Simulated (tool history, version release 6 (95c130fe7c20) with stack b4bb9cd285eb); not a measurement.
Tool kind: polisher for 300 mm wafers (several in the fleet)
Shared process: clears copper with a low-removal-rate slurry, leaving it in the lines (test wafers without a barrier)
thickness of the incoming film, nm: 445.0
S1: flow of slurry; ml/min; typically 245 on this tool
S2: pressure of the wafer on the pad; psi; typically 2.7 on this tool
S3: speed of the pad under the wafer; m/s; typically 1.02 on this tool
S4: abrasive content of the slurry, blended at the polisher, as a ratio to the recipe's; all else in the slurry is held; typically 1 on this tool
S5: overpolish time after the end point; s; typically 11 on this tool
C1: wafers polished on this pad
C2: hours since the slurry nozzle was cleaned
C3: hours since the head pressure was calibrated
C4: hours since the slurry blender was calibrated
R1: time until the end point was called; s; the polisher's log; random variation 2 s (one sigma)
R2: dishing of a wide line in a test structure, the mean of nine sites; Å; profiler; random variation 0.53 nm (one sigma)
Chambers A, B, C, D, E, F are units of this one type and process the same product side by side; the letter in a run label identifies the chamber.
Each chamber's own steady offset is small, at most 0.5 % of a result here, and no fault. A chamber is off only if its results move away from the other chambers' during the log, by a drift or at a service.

| run | hour | S1 | S2 | S3 | S4 | S5 | C1 | C2 | C3 | C4 | R1 | R2 |
|---|---|---|---|---|---|---|---|---|---|---|---|---|
| 1B | 14 | 245 | 2.7 | 1.02 | 1 | 11 | 356 | 31 | 235.5 | 154.9 | 159.97 | 217.48 |
|  | 17.3 | chamber B: slurry blender recalibrated |
| 2C | 24 | 245 | 2.7 | 1.02 | 1 | 11 | 136 | 304.9 | 138 | 367.9 | 161.63 | 212.13 |
|  | 29.3 | chamber D: slurry blender recalibrated |
|  | 30.3 | chamber A: slurry nozzle cleaned |
| 3F | 39.2 | 245 | 2.7 | 1.02 | 1 | 11 | 553 | 555.1 | 188.4 | 54.9 | 161.36 | 207.13 |
|  | 40.7 | chamber E: worn pad replaced by a new one |
|  | 42.5 | chamber F: worn pad replaced by a new one |
| 4E | 47.5 | 245 | 2.7 | 1.02 | 1 | 11 | 36 | 269.3 | 267.6 | 127.7 | 160.58 | 206.91 |
|  | 54.6 | chamber B: worn pad replaced by a new one |
| 5D | 59.9 | 245 | 2.7 | 1.02 | 1 | 11 | 934 | 646.4 | 381.4 | 30.7 | 164.2 | 208.31 |
|  | 63.5 | chamber D: worn pad replaced by a new one |
| 6A | 68.3 | 245 | 2.7 | 1.02 | 1 | 11 | 1193 | 38 | 111.5 | 103 | 165.56 | 209.68 |
|  | 72.4 | chamber A: worn pad replaced by a new one |
| 7B | 78.5 | 245 | 2.7 | 1.02 | 1 | 11 | 125 | 95.5 | 300 | 61.3 | 161.46 | 213.16 |
| 8E | 92.4 | 245 | 2.7 | 1.02 | 1 | 11 | 270 | 314.2 | 312.5 | 172.6 | 165.04 | 216.01 |
|  | 98 | chamber A: slurry blender recalibrated |
| 9D | 102 | 245 | 2.7 | 1.02 | 1 | 11 | 201 | 688.5 | 423.5 | 72.8 | 163.84 | 212.66 |
|  | 102.5 | chamber E: slurry blender recalibrated |
|  | 108.7 | chamber C: slurry blender recalibrated |
| 10C | 112.4 | 245 | 2.7 | 1.02 | 1 | 11 | 598 | 393.3 | 226.4 | 3.8 | 163.89 | 222.21 |
| 11F | 119.4 | 245 | 2.7 | 1.02 | 1 | 11 | 402 | 635.3 | 268.6 | 135.1 | 161.12 | 207.02 |
| 12A | 129.2 | 245 | 2.7 | 1.02 | 1 | 7 | 297 | 98.9 | 172.4 | 31.2 | 159.94 | 132.95 |
|  | 135.7 | chamber C: worn pad replaced by a new one |
| 13F | 137.3 | 245 | 2.7 | 1.02 | 1 | 7 | 496 | 653.2 | 286.5 | 153 | 164.98 | 144.33 |
|  | 147.4 | chamber F: worn pad replaced by a new one |
|  | 147.8 | chamber B: worn pad replaced by a new one |
| 14D | 151.5 | 245 | 2.7 | 1.02 | 1 | 7 | 460 | 738 | 473 | 122.3 | 163.94 | 140.11 |
|  | 153.2 | chamber F: slurry nozzle cleaned |
| 15B | 164.4 | 245 | 2.7 | 1.02 | 1 | 7 | 87 | 181.4 | 385.9 | 147.2 | 160.41 | 137.68 |
|  | 167.3 | chamber D: slurry nozzle cleaned |
|  | 169.8 | chamber F: slurry blender recalibrated |
| 16C | 175.1 | 245 | 2.7 | 1.02 | 1 | 7 | 206 | 456 | 289.1 | 66.5 | 159.93 | 139.04 |
| 17E | 182.2 | 245 | 2.7 | 1.02 | 1 | 7 | 740 | 404 | 402.3 | 79.8 | 163.85 | 139.46 |
| 18A | 190.5 | 315 | 3.4 | 1.02 | 1 | 11 | 618 | 160.2 | 233.7 | 92.5 | 124.65 | 257.4 |
|  | 198.7 | chamber A: slurry blender recalibrated |
| 19B | 200.5 | 315 | 3.4 | 1.02 | 1 | 11 | 275 | 217.5 | 422 | 183.3 | 123.54 | 272.6 |
| 20E | 208.9 | 315 | 3.4 | 1.02 | 1 | 11 | 880 | 430.7 | 429 | 106.5 | 126.94 | 275.34 |
|  | 211 | chamber B: slurry blender recalibrated |
|  | 212.7 | chamber C: head pressure recalibrated |
| 21A | 224.8 | 315 | 3.4 | 1.02 | 1 | 11 | 797 | 194.5 | 268 | 26.1 | 124.34 | 269.23 |
|  | 226.4 | chamber D: slurry blender recalibrated |
| 22D | 235.6 | 315 | 3.4 | 1.02 | 1 | 11 | 900 | 68.4 | 557.1 | 9.3 | 125.41 | 269.53 |
|  | 248.6 | chamber D: worn pad replaced by a new one |
| 23F | 250.4 | 315 | 3.4 | 1.02 | 1 | 11 | 539 | 97.2 | 399.6 | 80.7 | 125.84 | 259.27 |
|  | 251.6 | chamber B: worn pad replaced by a new one |
| 24C | 258.4 | 245 | 2.7 | 1.02 | 1 | 11 | 642 | 539.3 | 45.8 | 149.8 | 180.31 | 187.57 |
|  | 262.2 | chamber E: worn pad replaced by a new one |
|  | 265.9 | chamber F: worn pad replaced by a new one |
| 25C | 271.8 | 245 | 2.7 | 1.02 | 1.1 | 11 | 712 | 552.7 | 59.2 | 163.2 | 178.75 | 193.55 |
|  | 285.1 | chamber A: worn pad replaced by a new one |
| 26E | 286.4 | 245 | 2.7 | 1.02 | 1.1 | 11 | 126 | 508.2 | 506.5 | 184 | 158.54 | 201.03 |
|  | 288.9 | chamber C: worn pad replaced by a new one |
| 27A | 298.4 | 245 | 2.7 | 1.02 | 1.1 | 11 | 69 | 268.1 | 341.6 | 99.7 | 158.44 | 223.47 |
| 28D | 309.8 | 245 | 2.7 | 1.02 | 1.1 | 11 | 320 | 142.6 | 631.3 | 83.5 | 156.3 | 211.72 |
|  | 313.5 | chamber E: slurry blender recalibrated |
| 29F | 321.1 | 245 | 2.7 | 1.02 | 1.1 | 11 | 288 | 167.9 | 470.3 | 151.4 | 159.26 | 214.92 |
|  | 321.8 | chamber A: slurry blender recalibrated |
|  | 326.1 | chamber B: slurry nozzle cleaned |
| 30B | 329.1 | 245 | 2.7 | 1.02 | 1.1 | 11 | 405 | 3.1 | 550.6 | 118.1 | 157.91 | 216.98 |
|  | 343.5 | chamber F: slurry blender recalibrated |
| 31D | 344.5 | 245 | 2.7 | 0.72 | 1 | 11 | 501 | 177.3 | 666 | 118.2 | 230.11 | 157.19 |
| 32A | 357.7 | 245 | 2.7 | 0.72 | 1 | 11 | 379 | 327.4 | 400.9 | 35.9 | 230.67 | 159.58 |
|  | 365.2 | chamber B: head pressure recalibrated |
| 33C | 367.4 | 245 | 2.7 | 0.72 | 1 | 11 | 410 | 648.3 | 154.8 | 258.8 | 254.21 | 142.37 |
|  | 373.6 | chamber B: worn pad replaced by a new one |
|  | 379.1 | chamber F: worn pad replaced by a new one |
| 34E | 383.5 | 245 | 2.7 | 0.72 | 1 | 11 | 634 | 605.3 | 603.6 | 70 | 226.02 | 151.97 |
|  | 392.2 | chamber B: slurry blender recalibrated |
| 35B | 399.1 | 245 | 2.7 | 0.72 | 1 | 11 | 133 | 73.1 | 33.9 | 7 | 225.72 | 157.31 |
| 36F | 408.2 | 245 | 2.7 | 0.72 | 1 | 11 | 152 | 255 | 557.4 | 64.7 | 228.43 | 156.76 |
|  | 415 | chamber C: worn pad replaced by a new one |
|  | 417.6 | chamber C: slurry nozzle cleaned |
| 37C | 424.2 | 245 | 2.7 | 1.02 | 1 | 11 | 48 | 6.7 | 211.6 | 315.6 | 184.49 | 191.61 |

Next, every chamber runs the same settings. What will each give?
| 38A | 435.9 | 245 | 2.7 | 1.02 | 1 | 11 |  |  |  |  | ? | ? |
| 38B | 435.9 | 245 | 2.7 | 1.02 | 1 | 11 |  |  |  |  | ? | ? |
| 38C | 435.9 | 245 | 2.7 | 1.02 | 1 | 11 |  |  |  |  | ? | ? |
| 38D | 435.9 | 245 | 2.7 | 1.02 | 1 | 11 |  |  |  |  | ? | ? |
| 38E | 435.9 | 245 | 2.7 | 1.02 | 1 | 11 |  |  |  |  | ? | ? |
| 38F | 435.9 | 245 | 2.7 | 1.02 | 1 | 11 |  |  |  |  | ? | ? |

| run | R1 | R2 |
|---|---|---|
| 38A | 159.96 | 211.46 |
| 38B | 162.95 | 213.16 |
| 38C | 178.92 | 190.79 |
| 38D | 164.36 | 211.42 |
| 38E | 161.61 | 218.8 |
| 38F | 160.65 | 208.12 |

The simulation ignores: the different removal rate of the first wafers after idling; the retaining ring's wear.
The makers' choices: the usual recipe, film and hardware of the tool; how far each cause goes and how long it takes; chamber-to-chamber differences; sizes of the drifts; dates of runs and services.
